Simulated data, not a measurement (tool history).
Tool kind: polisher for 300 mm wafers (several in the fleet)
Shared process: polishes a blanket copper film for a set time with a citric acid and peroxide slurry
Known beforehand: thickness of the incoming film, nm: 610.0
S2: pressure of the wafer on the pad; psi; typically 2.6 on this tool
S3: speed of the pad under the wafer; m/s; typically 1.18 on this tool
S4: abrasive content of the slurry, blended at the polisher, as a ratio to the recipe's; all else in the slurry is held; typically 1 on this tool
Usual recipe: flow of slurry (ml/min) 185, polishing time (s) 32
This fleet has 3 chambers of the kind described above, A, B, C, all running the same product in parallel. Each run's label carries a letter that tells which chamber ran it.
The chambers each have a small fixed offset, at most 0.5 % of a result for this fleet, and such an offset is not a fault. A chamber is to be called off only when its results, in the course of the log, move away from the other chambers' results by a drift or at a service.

At hour 1.4: chamber B: worn pad replaced by a new one.
Run 1B, hour 5.6: usual settings. Result: film removed (nm) 70.585.
At hour 7.2: chamber C: worn pad replaced by a new one.
Run 2A, hour 9.4: usual settings. Result: film removed (nm) 70.343.
Run 3C, hour 13.2: usual settings. Result: film removed (nm) 69.566.
Run 4B, hour 19.6: usual settings. Result: film removed (nm) 69.991.
At hour 23.4: chamber C: head pressure recalibrated.
Run 5C, hour 24.7: usual settings. Result: film removed (nm) 69.762.
Run 6A, hour 28.1: usual settings. Result: film removed (nm) 69.959.
At hour 29.9: chamber C: slurry nozzle cleaned.
Run 7B, hour 32.2: usual settings. Result: film removed (nm) 69.636.
Run 8A, hour 36.4: usual settings. Result: film removed (nm) 69.993.
Run 9C, hour 43.2: usual settings. Result: film removed (nm) 69.962.
Run 10C, hour 50.2: usual settings but S2 3 psi, S3 1.52 m/s. Result: film removed (nm) 104.91.
Run 11B, hour 54.2: usual settings but S2 3 psi, S3 1.52 m/s. Result: film removed (nm) 102.12.
At hour 55.6: chamber B: worn pad replaced by a new one.
Run 12A, hour 58.1: usual settings but S2 3 psi, S3 1.52 m/s. Result: film removed (nm) 103.86.
At hour 58.2: chamber C: worn pad replaced by a new one.
Run 13C, hour 62.2: usual settings. Result: film removed (nm) 71.173.
Run 14A, hour 66.9: usual settings. Result: film removed (nm) 69.855.
Run 15B, hour 71.8: usual settings. Result: film removed (nm) 68.619.
Run 16A, hour 75.9: usual settings. Result: film removed (nm) 70.605.
Run 17B, hour 82.5: usual settings. Result: film removed (nm) 69.838.
Run 18C, hour 86.2: usual settings. Result: film removed (nm) 69.876.
At hour 86.5: chamber A: worn pad replaced by a new one.
Run 19A, hour 92.4: usual settings. Result: film removed (nm) 69.29.
At hour 97.8: chamber C: worn pad replaced by a new one.
Run 20B, hour 99.6: usual settings. Result: film removed (nm) 71.05.
Run 21C, hour 103.4: usual settings. Result: film removed (nm) 70.242.
Run 22B, hour 107.6: usual settings but S4 1.25. Result: film removed (nm) 72.446.
Run 23A, hour 111.5: usual settings but S4 1.25. Result: film removed (nm) 73.251.
Run 24C, hour 115.6: usual settings but S4 1.25. Result: film removed (nm) 74.145.
At hour 121.4: chamber B: worn pad replaced by a new one.
Run 25B, hour 122.8: usual settings. Result: film removed (nm) 68.87.
Run 26A, hour 129.8: usual settings but flow of slurry (ml/min) 165, S3 1.44 m/s. Result: film removed (nm) 85.575.
Run 27C, hour 136.4: usual settings but flow of slurry (ml/min) 165, S3 1.44 m/s. Result: film removed (nm) 83.83.
Run 28C, hour 139.8: usual settings but flow of slurry (ml/min) 165, S3 1.44 m/s. Result: film removed (nm) 84.101.
Run 29B, hour 144.4: usual settings. Result: film removed (nm) 68.921.
Run 30A, hour 148.1: usual settings. Result: film removed (nm) 70.355.
At hour 148.9: chamber C: worn pad replaced by a new one.
Run 31A, hour 152.2: usual settings. Result: film removed (nm) 70.232.
Run 32C, hour 155.5: usual settings. Result: film removed (nm) 70.118.

Next, every chamber runs the same settings. What will each give?
Run 33A, hour 160.7: usual settings. Result: film removed (nm) ?.
Run 33B, hour 160.7: usual settings. Result: film removed (nm) ?.
Run 33C, hour 160.7: usual settings. Result: film removed (nm) ?.

run  film removed (nm)
33A             68.962
33B             69.197
33C             70.582
